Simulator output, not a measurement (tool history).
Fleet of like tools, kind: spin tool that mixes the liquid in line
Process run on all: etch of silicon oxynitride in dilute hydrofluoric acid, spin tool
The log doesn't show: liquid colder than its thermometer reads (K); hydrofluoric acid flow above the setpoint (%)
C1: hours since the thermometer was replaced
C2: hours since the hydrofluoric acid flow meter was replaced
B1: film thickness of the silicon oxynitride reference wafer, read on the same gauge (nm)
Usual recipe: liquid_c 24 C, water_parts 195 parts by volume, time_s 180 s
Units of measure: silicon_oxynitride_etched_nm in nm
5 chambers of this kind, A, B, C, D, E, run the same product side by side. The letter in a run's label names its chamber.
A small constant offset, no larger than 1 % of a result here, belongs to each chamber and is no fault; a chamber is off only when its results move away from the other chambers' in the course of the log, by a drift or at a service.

{"run": "1B", "hour": 9.6, "liquid_c": 24, "water_parts": 195, "time_s": 180, "C1": 1254.3, "C2": 83.4, "B1": 140, "silicon_oxynitride_etched_nm": 4.1401}
{"run": "2A", "hour": 17.7, "liquid_c": 24, "water_parts": 195, "time_s": 180, "C1": 1229.3, "C2": 2147.6, "B1": 139.98, "silicon_oxynitride_etched_nm": 4.1428}
{"run": "3E", "hour": 22.5, "liquid_c": 24, "water_parts": 195, "time_s": 180, "C1": 191.1, "C2": 974.3, "B1": 140, "silicon_oxynitride_etched_nm": 4.0863}
{"run": "4D", "hour": 27.8, "liquid_c": 24, "water_parts": 195, "time_s": 180, "C1": 392.3, "C2": 948.4, "B1": 139.99, "silicon_oxynitride_etched_nm": 4.1092}
{"hour": 31.3, "done": "chamber C: hydrofluoric acid flow meter replaced"}
{"run": "5C", "hour": 34.4, "liquid_c": 26.5, "water_parts": 195, "time_s": 180, "C1": 1777.7, "C2": 3.2, "B1": 139.99, "silicon_oxynitride_etched_nm": 4.596}
{"run": "6E", "hour": 39.8, "liquid_c": 26.5, "water_parts": 195, "time_s": 180, "C1": 208.4, "C2": 991.6, "B1": 139.99, "silicon_oxynitride_etched_nm": 4.5818}
{"run": "7A", "hour": 45.0, "liquid_c": 26.5, "water_parts": 195, "time_s": 180, "C1": 1256.6, "C2": 2174.9, "B1": 140, "silicon_oxynitride_etched_nm": 4.5428}
{"run": "8B", "hour": 53.9, "liquid_c": 26.5, "water_parts": 195, "time_s": 180, "C1": 1298.6, "C2": 127.7, "B1": 139.99, "silicon_oxynitride_etched_nm": 4.5698}
{"run": "9C", "hour": 59.3, "liquid_c": 26.5, "water_parts": 195, "time_s": 180, "C1": 1802.6, "C2": 28.1, "B1": 139.99, "silicon_oxynitride_etched_nm": 4.5981}
{"run": "10D", "hour": 66.4, "liquid_c": 24, "water_parts": 195, "time_s": 180, "C1": 430.9, "C2": 987, "B1": 140.01, "silicon_oxynitride_etched_nm": 4.1097}
{"run": "11B", "hour": 71.7, "liquid_c": 24, "water_parts": 195, "time_s": 180, "C1": 1316.4, "C2": 145.5, "B1": 140.03, "silicon_oxynitride_etched_nm": 4.096}
{"run": "12C", "hour": 79.5, "liquid_c": 24, "water_parts": 195, "time_s": 180, "C1": 1822.8, "C2": 48.3, "B1": 140.02, "silicon_oxynitride_etched_nm": 4.0884}
{"run": "13D", "hour": 87.6, "liquid_c": 24, "water_parts": 195, "time_s": 180, "C1": 452.1, "C2": 1008.2, "B1": 140, "silicon_oxynitride_etched_nm": 4.1102}
{"run": "14A", "hour": 95.4, "liquid_c": 24, "water_parts": 195, "time_s": 180, "C1": 1307, "C2": 2225.3, "B1": 139.99, "silicon_oxynitride_etched_nm": 4.0057}
{"run": "15E", "hour": 102.8, "liquid_c": 24, "water_parts": 195, "time_s": 180, "C1": 271.4, "C2": 1054.6, "B1": 140.01, "silicon_oxynitride_etched_nm": 4.0946}
{"run": "16B", "hour": 109.6, "liquid_c": 24, "water_parts": 195, "time_s": 180, "C1": 1354.3, "C2": 183.4, "B1": 139.98, "silicon_oxynitride_etched_nm": 4.078}
{"run": "17D", "hour": 115.6, "liquid_c": 24, "water_parts": 195, "time_s": 180, "C1": 480.1, "C2": 1036.2, "B1": 139.99, "silicon_oxynitride_etched_nm": 4.0765}
{"run": "18A", "hour": 124.4, "liquid_c": 24, "water_parts": 195, "time_s": 180, "C1": 1336, "C2": 2254.3, "B1": 140.02, "silicon_oxynitride_etched_nm": 3.9683}
{"run": "19E", "hour": 131.1, "liquid_c": 24, "water_parts": 195, "time_s": 180, "C1": 299.7, "C2": 1082.9, "B1": 140.01, "silicon_oxynitride_etched_nm": 4.0929}
{"run": "20C", "hour": 137.5, "liquid_c": 24, "water_parts": 195, "time_s": 180, "C1": 1880.8, "C2": 106.3, "B1": 140.01, "silicon_oxynitride_etched_nm": 4.1418}
{"run": "21C", "hour": 142.6, "liquid_c": 24, "water_parts": 105, "time_s": 130, "C1": 1885.9, "C2": 111.4, "B1": 140.02, "silicon_oxynitride_etched_nm": 5.9961}
{"run": "22E", "hour": 147.6, "liquid_c": 24, "water_parts": 105, "time_s": 130, "C1": 316.2, "C2": 1099.4, "B1": 139.99, "silicon_oxynitride_etched_nm": 5.7967}
{"run": "23A", "hour": 153.0, "liquid_c": 24, "water_parts": 105, "time_s": 130, "C1": 1364.6, "C2": 2282.9, "B1": 140, "silicon_oxynitride_etched_nm": 5.7304}
{"run": "24B", "hour": 158.5, "liquid_c": 24, "water_parts": 105, "time_s": 130, "C1": 1403.2, "C2": 232.3, "B1": 140.02, "silicon_oxynitride_etched_nm": 5.8907}
{"run": "25D", "hour": 166.6, "liquid_c": 24, "water_parts": 105, "time_s": 130, "C1": 531.1, "C2": 1087.2, "B1": 139.99, "silicon_oxynitride_etched_nm": 5.9038}
{"run": "26C", "hour": 175.2, "liquid_c": 24, "water_parts": 195, "time_s": 180, "C1": 1918.5, "C2": 144, "B1": 139.97, "silicon_oxynitride_etched_nm": 4.0912}
{"run": "27E", "hour": 180.4, "liquid_c": 24, "water_parts": 195, "time_s": 180, "C1": 349, "C2": 1132.2, "B1": 139.99, "silicon_oxynitride_etched_nm": 4.05}
{"run": "28B", "hour": 188.8, "liquid_c": 26.5, "water_parts": 195, "time_s": 90, "C1": 1433.5, "C2": 262.6, "B1": 140, "silicon_oxynitride_etched_nm": 2.2991}
{"run": "29D", "hour": 196.0, "liquid_c": 26.5, "water_parts": 195, "time_s": 90, "C1": 560.5, "C2": 1116.6, "B1": 139.99, "silicon_oxynitride_etched_nm": 2.2884}
{"run": "30A", "hour": 201.4, "liquid_c": 26.5, "water_parts": 195, "time_s": 90, "C1": 1413, "C2": 2331.3, "B1": 139.98, "silicon_oxynitride_etched_nm": 2.1406}
{"hour": 203.8, "done": "chamber D: thermometer replaced"}
{"run": "31D", "hour": 207.3, "liquid_c": 26.5, "water_parts": 195, "time_s": 90, "C1": 3.5, "C2": 1127.9, "B1": 139.99, "silicon_oxynitride_etched_nm": 2.3207}
{"run": "32C", "hour": 215.0, "liquid_c": 26.5, "water_parts": 195, "time_s": 90, "C1": 1958.3, "C2": 183.8, "B1": 140, "silicon_oxynitride_etched_nm": 2.2902}
{"run": "33E", "hour": 222.0, "liquid_c": 24, "water_parts": 195, "time_s": 180, "C1": 390.6, "C2": 1173.8, "B1": 140, "silicon_oxynitride_etched_nm": 4.0602}
{"run": "34B", "hour": 230.5, "liquid_c": 24, "water_parts": 195, "time_s": 180, "C1": 1475.2, "C2": 304.3, "B1": 140, "silicon_oxynitride_etched_nm": 4.0899}
{"run": "35A", "hour": 239.3, "liquid_c": 24, "water_parts": 195, "time_s": 180, "C1": 1450.9, "C2": 2369.2, "B1": 139.98, "silicon_oxynitride_etched_nm": 3.7794}
{"run": "36E", "hour": 244.9, "liquid_c": 24, "water_parts": 195, "time_s": 180, "C1": 413.5, "C2": 1196.7, "B1": 140.01, "silicon_oxynitride_etched_nm": 4.0923}
{"hour": 246.2, "done": "chamber A: hydrofluoric acid flow meter replaced"}
{"run": "37A", "hour": 254.8, "liquid_c": 21.5, "water_parts": 195, "time_s": 180, "C1": 1466.4, "C2": 8.7, "B1": 139.99, "silicon_oxynitride_etched_nm": 3.3884}
{"run": "38D", "hour": 262.8, "liquid_c": 21.5, "water_parts": 195, "time_s": 180, "C1": 59, "C2": 1183.4, "B1": 140, "silicon_oxynitride_etched_nm": 3.7054}
{"run": "39B", "hour": 268.7, "liquid_c": 21.5, "water_parts": 195, "time_s": 180, "C1": 1513.4, "C2": 342.5, "B1": 139.98, "silicon_oxynitride_etched_nm": 3.6704}
{"run": "40C", "hour": 274.5, "liquid_c": 21.5, "water_parts": 195, "time_s": 180, "C1": 2017.8, "C2": 243.3, "B1": 140.01, "silicon_oxynitride_etched_nm": 3.6649}
{"run": "41D", "hour": 282.9, "liquid_c": 21.5, "water_parts": 195, "time_s": 180, "C1": 79.1, "C2": 1203.5, "B1": 140.01, "silicon_oxynitride_etched_nm": 3.6907}

One chamber off, gauge drift, or nothing amiss beyond the chambers' own small offsets? If it is a chamber, which one, and what is the likeliest cause?

It is chamber A that slowly wanders off from its peers.
What lies behind it: liquid colder than its thermometer reads (K) = 1.83.

Which of the 4 candidates below, each the usual settings with something changed and its results left as question marks, puts chamber A back in line with what the other chambers give on the usual settings?
Maximum distance from the other chambers' mean on the usual settings for a result to count as in line: silicon_oxynitride_etched_nm 0.089 nm
{"run": "42A-1", "hour": 290.1, "liquid_c": 24, "water_parts": 190, "time_s": 190, "silicon_oxynitride_etched_nm": "?"}
{"run": "42A-2", "hour": 290.1, "liquid_c": 24, "water_parts": 200, "time_s": 170, "silicon_oxynitride_etched_nm": "?"}
{"run": "42A-3", "hour": 290.1, "liquid_c": 24, "water_parts": 190, "time_s": 180, "silicon_oxynitride_etched_nm": "?"}
{"run": "42A-4", "hour": 290.1, "liquid_c": 24, "water_parts": 195, "time_s": 175, "silicon_oxynitride_etched_nm": "?"}

The mean the other chambers reach with the usual settings: silicon_oxynitride_etched_nm 4.1061 nm
run=42A-1 silicon_oxynitride_etched_nm=4.054
run=42A-2 silicon_oxynitride_etched_nm=3.4187
run=42A-3 silicon_oxynitride_etched_nm=3.8406
run=42A-4 silicon_oxynitride_etched_nm=3.6237
With 42A-1, the chamber falls back in line with the rest.
